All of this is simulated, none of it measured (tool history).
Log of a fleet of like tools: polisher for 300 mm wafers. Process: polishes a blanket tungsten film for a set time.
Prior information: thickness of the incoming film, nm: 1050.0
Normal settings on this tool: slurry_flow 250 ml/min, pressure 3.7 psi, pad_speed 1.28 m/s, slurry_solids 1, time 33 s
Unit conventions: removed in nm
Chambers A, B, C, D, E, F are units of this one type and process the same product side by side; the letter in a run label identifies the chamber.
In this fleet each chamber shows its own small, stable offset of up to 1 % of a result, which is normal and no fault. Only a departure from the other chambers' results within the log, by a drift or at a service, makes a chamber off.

-- hour=3 chamber B: slurry tank refilled with fresh slurry and peroxide
-- hour=4 chamber A: worn pad replaced by a new one
run 1F hour=7.7 | slurry_flow=250 pressure=3.7 pad_speed=1.28 slurry_solids=1 time=33 | removed=203.44
run 2E hour=13.5 | slurry_flow=250 pressure=3.7 pad_speed=1.28 slurry_solids=1 time=33 | removed=205.52
-- hour=15.4 chamber D: worn pad replaced by a new one
run 3C hour=19.8 | slurry_flow=250 pressure=3.7 pad_speed=1.28 slurry_solids=1 time=33 | removed=207.26
run 4B hour=23.6 | slurry_flow=250 pressure=3.7 pad_speed=1.28 slurry_solids=1 time=33 | removed=207.17
-- hour=25.9 chamber C: slurry tank refilled with fresh slurry and peroxide
-- hour=27.5 chamber E: slurry blender recalibrated
run 5D hour=27.5 | slurry_flow=250 pressure=3.7 pad_speed=1.28 slurry_solids=1 time=33 | removed=205.3
run 6A hour=31.4 | slurry_flow=250 pressure=3.7 pad_speed=1.28 slurry_solids=1 time=33 | removed=206.08
-- hour=33.7 chamber D: slurry blender recalibrated
-- hour=34.2 chamber F: worn pad replaced by a new one
run 7E hour=35.9 | slurry_flow=250 pressure=3.7 pad_speed=1.28 slurry_solids=1 time=33 | removed=205.9
run 8F hour=42.6 | slurry_flow=250 pressure=3.7 pad_speed=1.28 slurry_solids=1 time=33 | removed=206.67
run 9D hour=49.6 | slurry_flow=250 pressure=3.7 pad_speed=1.28 slurry_solids=1 time=33 | removed=205.68
-- hour=49.8 chamber B: worn pad replaced by a new one
run 10A hour=55.9 | slurry_flow=250 pressure=3.7 pad_speed=1.28 slurry_solids=1 time=33 | removed=204.86
run 11B hour=61 | slurry_flow=250 pressure=3.7 pad_speed=1.28 slurry_solids=1 time=33 | removed=206.15
-- hour=62.4 chamber E: head pressure recalibrated
run 12C hour=67.3 | slurry_flow=250 pressure=3.7 pad_speed=1.28 slurry_solids=1 time=33 | removed=205.69
-- hour=73.1 chamber A: slurry nozzle cleaned
run 13A hour=75.1 | slurry_flow=250 pressure=3.7 pad_speed=1.28 slurry_solids=1 time=23 | removed=143.06
-- hour=76 chamber A: slurry tank refilled with fresh slurry and peroxide
run 14C hour=80.8 | slurry_flow=250 pressure=3.7 pad_speed=1.28 slurry_solids=1 time=23 | removed=144.26
run 15E hour=89.2 | slurry_flow=250 pressure=3.7 pad_speed=1.28 slurry_solids=1 time=23 | removed=143.7
-- hour=93.8 chamber B: slurry nozzle cleaned
run 16D hour=95.8 | slurry_flow=250 pressure=3.7 pad_speed=1.28 slurry_solids=1 time=23 | removed=143.47
-- hour=98.6 chamber E: slurry tank refilled with fresh slurry and peroxide
-- hour=100 chamber A: worn pad replaced by a new one
-- hour=101.7 chamber F: slurry tank refilled with fresh slurry and peroxide
run 17B hour=102.6 | slurry_flow=250 pressure=3.7 pad_speed=1.28 slurry_solids=1 time=23 | removed=143.74
run 18F hour=108.4 | slurry_flow=250 pressure=3.7 pad_speed=1.28 slurry_solids=1 time=23 | removed=143.06
-- hour=109.2 chamber E: slurry nozzle cleaned
-- hour=112.9 chamber B: slurry tank refilled with fresh slurry and peroxide
-- hour=113.4 chamber F: slurry blender recalibrated
run 19D hour=115.4 | slurry_flow=225 pressure=3.7 pad_speed=1.28 slurry_solids=1 time=33 | removed=204.62
run 20F hour=121.6 | slurry_flow=225 pressure=3.7 pad_speed=1.28 slurry_solids=1 time=33 | removed=202.44
-- hour=124.5 chamber D: worn pad replaced by a new one
-- hour=124.6 chamber E: worn pad replaced by a new one
-- hour=126.7 chamber A: slurry blender recalibrated
run 21C hour=127.2 | slurry_flow=225 pressure=3.7 pad_speed=1.28 slurry_solids=1 time=33 | removed=201.5
run 22E hour=131.1 | slurry_flow=225 pressure=3.7 pad_speed=1.28 slurry_solids=1 time=33 | removed=204.05
run 23A hour=136.3 | slurry_flow=225 pressure=3.7 pad_speed=1.28 slurry_solids=1 time=33 | removed=207.12
-- hour=140 chamber C: slurry tank refilled with fresh slurry and peroxide
-- hour=141.8 chamber B: worn pad replaced by a new one
-- hour=142.2 chamber C: worn pad replaced by a new one
run 24B hour=142.3 | slurry_flow=225 pressure=3.7 pad_speed=1.28 slurry_solids=1 time=33 | removed=203.61
-- hour=148.5 chamber F: worn pad replaced by a new one
run 25C hour=149 | slurry_flow=335 pressure=4.4 pad_speed=1.28 slurry_solids=1 time=33 | removed=245.57
-- hour=149.6 chamber D: slurry tank refilled with fresh slurry and peroxide
run 26E hour=154.8 | slurry_flow=335 pressure=4.4 pad_speed=1.28 slurry_solids=1 time=33 | removed=256.53
run 27D hour=161.8 | slurry_flow=335 pressure=4.4 pad_speed=1.28 slurry_solids=1 time=33 | removed=254.13
-- hour=166.5 chamber D: head pressure recalibrated
run 28A hour=167.6 | slurry_flow=335 pressure=4.4 pad_speed=1.28 slurry_solids=1 time=33 | removed=258.3
run 29B hour=174 | slurry_flow=335 pressure=4.4 pad_speed=1.28 slurry_solids=1 time=33 | removed=251.82
run 30F hour=178.4 | slurry_flow=335 pressure=4.4 pad_speed=1.28 slurry_solids=1 time=33 | removed=250.08
-- hour=179.4 chamber B: slurry blender recalibrated
run 31D hour=186 | slurry_flow=250 pressure=3.7 pad_speed=1.28 slurry_solids=1 time=33 | removed=209.13
run 32E hour=189.8 | slurry_flow=250 pressure=3.7 pad_speed=1.28 slurry_solids=1 time=33 | removed=206.34
run 33C hour=195.1 | slurry_flow=325 pressure=4.9 pad_speed=1.28 slurry_solids=1 time=33 | removed=267.58
run 34B hour=199.2 | slurry_flow=325 pressure=4.9 pad_speed=1.28 slurry_solids=1 time=33 | removed=282.6
run 35A hour=205.9 | slurry_flow=325 pressure=4.9 pad_speed=1.28 slurry_solids=1 time=33 | removed=283.16
-- hour=207.2 chamber A: worn pad replaced by a new one
-- hour=208.8 chamber B: slurry tank refilled with fresh slurry and peroxide
run 36F hour=210.3 | slurry_flow=325 pressure=4.9 pad_speed=1.28 slurry_solids=1 time=33 | removed=284.31
-- hour=213.6 chamber C: slurry nozzle cleaned
run 37A hour=215.9 | slurry_flow=325 pressure=4.9 pad_speed=1.28 slurry_solids=1 time=33 | removed=281.57
run 38F hour=220.1 | slurry_flow=325 pressure=4.9 pad_speed=1.28 slurry_solids=1 time=33 | removed=285.1
-- hour=227.6 chamber D: slurry blender recalibrated
run 39B hour=227.8 | slurry_flow=250 pressure=3.7 pad_speed=1.28 slurry_solids=1 time=33 | removed=205.13
run 40D hour=235.3 | slurry_flow=250 pressure=3.7 pad_speed=1.28 slurry_solids=1 time=33 | removed=209.09
run 41C hour=242.3 | slurry_flow=250 pressure=3.7 pad_speed=1.28 slurry_solids=1 time=33 | removed=196.14
run 42E hour=248.1 | slurry_flow=250 pressure=3.7 pad_speed=1.28 slurry_solids=1 time=33 | removed=207.82

Is one chamber off against the others, does the gauge drift, or is nothing wrong? If a chamber is off, say which, and what the likeliest cause is.

One chamber, C, drifts off from the rest bit by bit.
Most likely cause: abrasive missing from the slurry, % = 18.
The log might look much the same if the cause were instead: head's pressure below its setpoint, %.

Chamber C could run next with any of the 4 candidate recipes listed below; each alters the usual settings, and their results appear as question marks. Which one brings its results back in line with what the other chambers deliver on the usual settings?
Counts as in line when no further than this from what the other chambers average on the usual settings: removed 6.3 nm
run 43C-1 hour=254.2 | slurry_flow=250 pressure=3.7 pad_speed=1.26 slurry_solids=1 time=32 | removed=?
run 43C-2 hour=254.2 | slurry_flow=275 pressure=3.7 pad_speed=1.28 slurry_solids=1.15 time=33 | removed=?
run 43C-3 hour=254.2 | slurry_flow=250 pressure=3.9 pad_speed=1.28 slurry_solids=1 time=35 | removed=?
run 43C-4 hour=254.2 | slurry_flow=245 pressure=3.7 pad_speed=1.28 slurry_solids=1 time=30 | removed=?

Other chambers, usual settings, mean: removed 207.11 nm
run=43C-1 removed=189.32
run=43C-2 removed=206.98
run=43C-3 removed=221.8
run=43C-4 removed=179.91
43C-2 brings the chamber back in line.

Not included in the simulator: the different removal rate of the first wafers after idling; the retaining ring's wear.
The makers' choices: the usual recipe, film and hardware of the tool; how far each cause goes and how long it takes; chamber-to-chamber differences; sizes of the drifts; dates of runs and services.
